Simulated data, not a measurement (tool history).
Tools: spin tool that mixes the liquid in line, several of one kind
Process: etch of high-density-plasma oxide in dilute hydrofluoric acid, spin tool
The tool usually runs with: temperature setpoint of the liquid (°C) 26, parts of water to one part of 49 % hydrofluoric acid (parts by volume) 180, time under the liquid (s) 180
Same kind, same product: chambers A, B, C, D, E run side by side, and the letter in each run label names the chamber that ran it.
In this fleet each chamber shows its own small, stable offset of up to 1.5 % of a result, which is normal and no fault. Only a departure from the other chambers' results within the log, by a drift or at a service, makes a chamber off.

run	hour	temperature setpoint of the liquid (°C)	parts of water to one part of 49 % hydrofluoric acid (parts by volume)	time under the liquid (s)	read-back film thickness of the high-density-plasma oxide reference wafer, read on the same gauge (nm)	thickness taken off the high-density-plasma oxide on a monitor wafer (angstrom)
1C	11	26	180	180	120	59.871
2D	17.9	26	180	180	119.98	58.533
3E	29.7	26	180	180	120.04	58.353
4B	37.1	26	180	180	120.03	59.262
# hour 46.3: chamber E: thermometer replaced
5A	49	26	180	180	119.98	58.322
6C	57.5	26	180	180	120.01	59.361
7E	68.9	26	180	180	119.96	58.825
# hour 78.1: chamber E: hydrofluoric acid flow meter replaced
8B	81.8	26	180	180	120.02	58.649
9D	93.8	26	180	180	120.01	59.119
10A	106.2	26	180	180	119.99	58.623
11B	113.3	26	180	100	120	32.712
12E	126.4	26	180	100	120.01	32.864
13C	137.4	26	180	100	120	32.886
14D	143.2	26	180	100	120.02	32.154
15A	156	26	180	100	120.04	32.167
16C	166.5	26	180	180	119.96	58.654
17A	173.6	26	180	180	120.03	59.175
18D	181	26	180	180	119.99	57.465
19E	189.2	26	180	180	119.96	59.791
20B	197.2	22.5	180	115	119.97	33.611
21C	208.2	22.5	180	115	120	33.123
22B	216.3	22.5	180	115	119.97	33.242
23E	228.8	22.5	180	115	119.99	33.511
24D	238.6	22.5	180	115	119.97	31.347
25A	245.8	26	180	180	119.97	58.463
26C	252.3	26	180	220	119.98	72.448
27E	259.8	26	180	220	120	73.69
28D	267.3	26	180	220	119.98	68.323
29B	276.5	26	180	220	120.02	72.263
# hour 281.9: chamber A: hydrofluoric acid flow meter replaced
30A	282.6	26	180	220	120.05	72.079
31B	291.4	26	180	180	120.02	59.425
32D	298.2	26	180	180	119.99	55.985
33C	304.6	26	180	180	119.99	58.593
34A	313.8	26	180	180	120.01	57.834
35E	320.8	26	180	180	119.97	60.422
36D	326.8	26	180	180	120.03	54.609
37C	333	26	180	180	119.99	58.49
38E	343.8	26	180	180	120.02	58.841
39B	353.6	26	180	235	119.98	77.177
40A	361.8	26	180	235	119.98	77.253
41A	367.6	26	180	235	119.99	76.112

All chambers now run identical settings, listed one chamber a line with results as question marks. What results will each chamber show?
42A	377.1	26	180	115		?
42B	377.1	26	180	115		?
42C	377.1	26	180	115		?
42D	377.1	26	180	115		?
42E	377.1	26	180	115		?

run	thickness taken off the high-density-plasma oxide on a monitor wafer (angstrom)
42A	37.313
42B	38.262
42C	38.135
42D	34.358
42E	38.034
